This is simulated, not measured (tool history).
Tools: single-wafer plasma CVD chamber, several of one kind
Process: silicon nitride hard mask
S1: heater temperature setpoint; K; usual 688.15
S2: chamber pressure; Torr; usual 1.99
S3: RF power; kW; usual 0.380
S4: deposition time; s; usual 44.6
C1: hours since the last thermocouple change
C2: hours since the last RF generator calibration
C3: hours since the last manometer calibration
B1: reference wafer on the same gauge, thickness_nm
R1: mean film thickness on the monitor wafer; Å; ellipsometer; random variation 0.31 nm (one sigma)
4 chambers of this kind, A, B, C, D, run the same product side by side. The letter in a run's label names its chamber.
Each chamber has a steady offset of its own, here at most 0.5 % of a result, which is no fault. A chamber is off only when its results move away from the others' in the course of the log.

run,hour,S1,S2,S3,S4,C1,C2,C3,B1,R1
1D,8.9,688.15,1.99,0.380,44.6,244.8,858.0,154.4,64.143,633.37
2A,14.5,688.15,1.99,0.380,44.6,1180.0,585.8,1200.0,64.168,630.93
3C,19.9,688.15,1.99,0.380,44.6,246.1,750.2,175.3,64.241,626.70
4B,29.8,688.15,1.99,0.380,44.6,1403.6,534.6,257.1,64.199,628.53
5A,39.1,688.15,1.99,0.380,44.6,1204.6,610.4,1224.6,64.279,632.02
6D,45.1,688.15,1.99,0.410,48.9,281.0,894.2,190.6,64.180,717.55
7C,50.5,688.15,1.99,0.410,48.9,276.7,780.8,205.9,64.163,720.44
8B,57.9,688.15,1.99,0.410,48.9,1431.7,562.7,285.2,64.157,717.32
9A,62.9,688.15,1.99,0.410,48.9,1228.4,634.2,1248.4,64.177,719.49
10C,67.9,688.15,2.44,0.430,44.6,294.1,798.2,223.3,64.157,716.66
11D,74.3,688.15,2.44,0.430,44.6,310.2,923.4,219.8,64.186,715.28
12B,80.2,688.15,2.44,0.430,44.6,1454.0,585.0,307.5,64.280,707.12
13A,87.8,688.15,2.44,0.430,44.6,1253.3,659.1,1273.3,64.211,717.60
14C,94.0,688.15,1.99,0.380,44.6,320.2,824.3,249.4,64.232,627.63
15B,103.4,688.15,1.99,0.380,44.6,1477.2,608.2,330.7,64.231,628.32
16D,108.7,678.15,1.99,0.410,44.6,344.6,957.8,254.2,64.312,656.11
17A,113.6,678.15,1.99,0.410,44.6,1279.1,684.9,1299.1,64.280,665.45
18C,119.7,678.15,1.99,0.410,44.6,345.9,850.0,275.1,64.201,665.14
19D,126.4,678.15,1.99,0.410,44.6,362.3,975.5,271.9,64.163,653.41
# hour 128.5: chamber B: thermocouple changed; heater temperature recalibrated
20B,132.6,688.15,1.99,0.380,44.6,4.1,637.4,359.9,64.230,623.12
21D,139.7,688.15,1.99,0.380,44.6,375.6,988.8,285.2,64.182,626.09
22B,144.4,688.15,1.99,0.380,44.6,15.9,649.2,371.7,64.303,617.16
23A,151.5,688.15,1.99,0.380,44.6,1317.0,722.8,1337.0,64.164,624.95
24C,157.5,688.15,1.99,0.380,44.6,383.7,887.8,312.9,64.226,625.45
25A,165.1,688.15,1.99,0.380,44.6,1330.6,736.4,1350.6,64.228,636.12
26C,173.4,693.15,1.99,0.380,44.6,399.6,903.7,328.8,64.236,625.05
27B,179.9,693.15,1.99,0.380,44.6,51.4,684.7,407.2,64.187,613.68
28D,188.7,693.15,1.99,0.380,44.6,424.6,1037.8,334.2,64.237,622.67
29B,194.6,693.15,1.99,0.380,44.6,66.1,699.4,421.9,64.275,605.25
30D,199.0,688.15,1.99,0.380,44.6,434.9,1048.1,344.5,64.200,623.65
31A,206.0,688.15,1.99,0.380,44.6,1371.5,777.3,1391.5,64.147,633.39
32C,214.9,688.15,1.99,0.380,44.6,441.1,945.2,370.3,64.157,621.94

Next, every chamber runs the same settings. What will each give?
33A,222.1,697.15,1.99,0.380,44.6,,,,,?
33B,222.1,697.15,1.99,0.380,44.6,,,,,?
33C,222.1,697.15,1.99,0.380,44.6,,,,,?
33D,222.1,697.15,1.99,0.380,44.6,,,,,?

run,R1
33A,628.83
33B,598.85
33C,629.33
33D,619.62

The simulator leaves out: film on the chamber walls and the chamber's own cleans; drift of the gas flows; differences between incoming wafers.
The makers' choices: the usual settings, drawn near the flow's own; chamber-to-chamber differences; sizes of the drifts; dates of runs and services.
